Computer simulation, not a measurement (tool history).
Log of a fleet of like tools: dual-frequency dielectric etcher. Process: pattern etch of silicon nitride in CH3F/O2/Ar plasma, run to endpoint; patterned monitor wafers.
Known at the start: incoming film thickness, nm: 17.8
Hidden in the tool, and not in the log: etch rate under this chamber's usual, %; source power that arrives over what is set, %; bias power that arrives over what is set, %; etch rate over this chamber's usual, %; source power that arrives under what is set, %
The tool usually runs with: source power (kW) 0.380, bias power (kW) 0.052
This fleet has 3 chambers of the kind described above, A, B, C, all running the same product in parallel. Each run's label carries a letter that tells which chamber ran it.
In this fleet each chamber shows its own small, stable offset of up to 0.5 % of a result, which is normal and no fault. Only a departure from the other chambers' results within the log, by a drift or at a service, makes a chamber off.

| run | hour | source power (kW) | bias power (kW) | hours since the last wet clean | hours since the last source power generator calibration | hours since the last bias power generator calibration | endpoint time (s) |
|---|---|---|---|---|---|---|---|
| 1A | 11.2 | 0.380 | 0.052 | 430.0 | 999.1 | 1317.1 | 29.269 |
| 2B | 17.6 | 0.380 | 0.052 | 224.3 | 2079.7 | 2458.4 | 29.384 |
| 3C | 26.1 | 0.380 | 0.052 | 434.2 | 1087.8 | 2306.5 | 29.469 |
| 4C | 36.6 | 0.380 | 0.052 | 444.7 | 1098.3 | 2317.0 | 29.160 |
| 5B | 46.3 | 0.380 | 0.052 | 253.0 | 2108.4 | 2487.1 | 29.131 |
| 6A | 56.6 | 0.380 | 0.052 | 475.4 | 1044.5 | 1362.5 | 29.510 |
| 7B | 68.7 | 0.380 | 0.052 | 275.4 | 2130.8 | 2509.5 | 29.165 |
| 8A | 76.8 | 0.470 | 0.062 | 495.6 | 1064.7 | 1382.7 | 25.700 |
| 9C | 89.1 | 0.470 | 0.062 | 497.2 | 1150.8 | 2369.5 | 25.651 |
| 10A | 96.0 | 0.470 | 0.062 | 514.8 | 1083.9 | 1401.9 | 25.453 |
| 11B | 107.3 | 0.380 | 0.052 | 314.0 | 2169.4 | 2548.1 | 29.074 |
| 12C | 119.1 | 0.380 | 0.052 | 527.2 | 1180.8 | 2399.5 | 29.402 |
| 13B | 131.3 | 0.380 | 0.052 | 338.0 | 2193.4 | 2572.1 | 29.154 |
|  | 136.9 | chamber A: bias power generator calibrated |
| 14A | 142.4 | 0.380 | 0.052 | 561.2 | 1130.3 | 5.5 | 29.324 |
| 15C | 150.9 | 0.380 | 0.052 | 559.0 | 1212.6 | 2431.3 | 29.512 |
|  | 157.3 | chamber A: wet clean of the chamber |
| 16A | 158.2 | 0.380 | 0.052 | 0.9 | 1146.1 | 21.3 | 29.176 |
| 17C | 167.0 | 0.380 | 0.052 | 575.1 | 1228.7 | 2447.4 | 29.340 |
| 18B | 176.9 | 0.380 | 0.052 | 383.6 | 2239.0 | 2617.7 | 29.262 |
|  | 179.2 | chamber C: wet clean of the chamber |
| 19C | 185.3 | 0.380 | 0.052 | 6.2 | 1247.0 | 2465.7 | 28.204 |
| 20A | 192.9 | 0.380 | 0.052 | 35.6 | 1180.8 | 56.0 | 29.038 |
| 21B | 201.6 | 0.380 | 0.052 | 408.3 | 2263.7 | 2642.4 | 29.133 |
|  | 210.2 | chamber B: wet clean of the chamber |
| 22B | 211.0 | 0.380 | 0.052 | 0.8 | 2273.1 | 2651.8 | 29.321 |
| 23A | 219.5 | 0.290 | 0.052 | 62.2 | 1207.4 | 82.6 | 32.216 |
| 24C | 227.8 | 0.290 | 0.052 | 48.7 | 1289.5 | 2508.2 | 31.191 |
| 25C | 239.3 | 0.290 | 0.052 | 60.2 | 1301.0 | 2519.7 | 31.123 |
| 26A | 249.7 | 0.380 | 0.052 | 92.4 | 1237.6 | 112.8 | 29.188 |
| 27B | 258.9 | 0.380 | 0.060 | 48.7 | 2321.0 | 2699.7 | 27.939 |
| 28B | 265.2 | 0.380 | 0.060 | 55.0 | 2327.3 | 2706.0 | 27.661 |
| 29A | 272.9 | 0.380 | 0.060 | 115.6 | 1260.8 | 136.0 | 27.653 |
| 30C | 281.3 | 0.380 | 0.052 | 102.2 | 1343.0 | 2561.7 | 28.027 |
| 31B | 288.5 | 0.380 | 0.052 | 78.3 | 2350.6 | 2729.3 | 29.666 |
| 32C | 297.3 | 0.380 | 0.052 | 118.2 | 1359.0 | 2577.7 | 28.017 |
| 33A | 303.1 | 0.380 | 0.052 | 145.8 | 1291.0 | 166.2 | 29.358 |
| 34C | 313.5 | 0.380 | 0.048 | 134.4 | 1375.2 | 2593.9 | 28.639 |
| 35B | 324.3 | 0.380 | 0.048 | 114.1 | 2386.4 | 2765.1 | 30.017 |
| 36A | 331.9 | 0.380 | 0.048 | 174.6 | 1319.8 | 195.0 | 29.901 |
| 37B | 341.6 | 0.380 | 0.052 | 131.4 | 2403.7 | 2782.4 | 29.407 |
| 38A | 349.8 | 0.380 | 0.052 | 192.5 | 1337.7 | 212.9 | 29.386 |
| 39C | 357.5 | 0.380 | 0.052 | 178.4 | 1419.2 | 2637.9 | 28.047 |
| 40C | 369.7 | 0.380 | 0.052 | 190.6 | 1431.4 | 2650.1 | 28.346 |
| 41A | 381.8 | 0.380 | 0.052 | 224.5 | 1369.7 | 244.9 | 29.235 |
| 42B | 387.2 | 0.380 | 0.052 | 177.0 | 2449.3 | 2828.0 | 29.292 |

Has any chamber moved away from the others, gradually or after a service, or does the common gauge drift, or do the chambers differ only by their own small steady offsets? State the chamber and the most likely cause if one applies.

Chamber C came out of a service off from its peers and stayed that way.
Most likely cause: etch rate over this chamber's usual, % = 4.6.

Here are 4 candidates for chamber C's next run, each the usual settings with a change, their results left as question marks. Which one brings its results back in line with what the others give on the usual settings?
In-line tolerance around the mean of the other chambers on the usual settings: endpoint time (s) 0.470
| 43C-1 | 396.0 | 0.380 | 0.045 |  |  |  | ? |
| 43C-2 | 396.0 | 0.450 | 0.052 |  |  |  | ? |
| 43C-3 | 396.0 | 0.340 | 0.048 |  |  |  | ? |
| 43C-4 | 396.0 | 0.400 | 0.055 |  |  |  | ? |

Other chambers, usual settings, mean: endpoint time (s) 29.266
| run | endpoint time (s) |
|---|---|
| 43C-1 | 29.340 |
| 43C-2 | 26.254 |
| 43C-3 | 30.022 |
| 43C-4 | 26.988 |
The right change is 43C-1: it brings the chamber back within the allowed miss of the others.
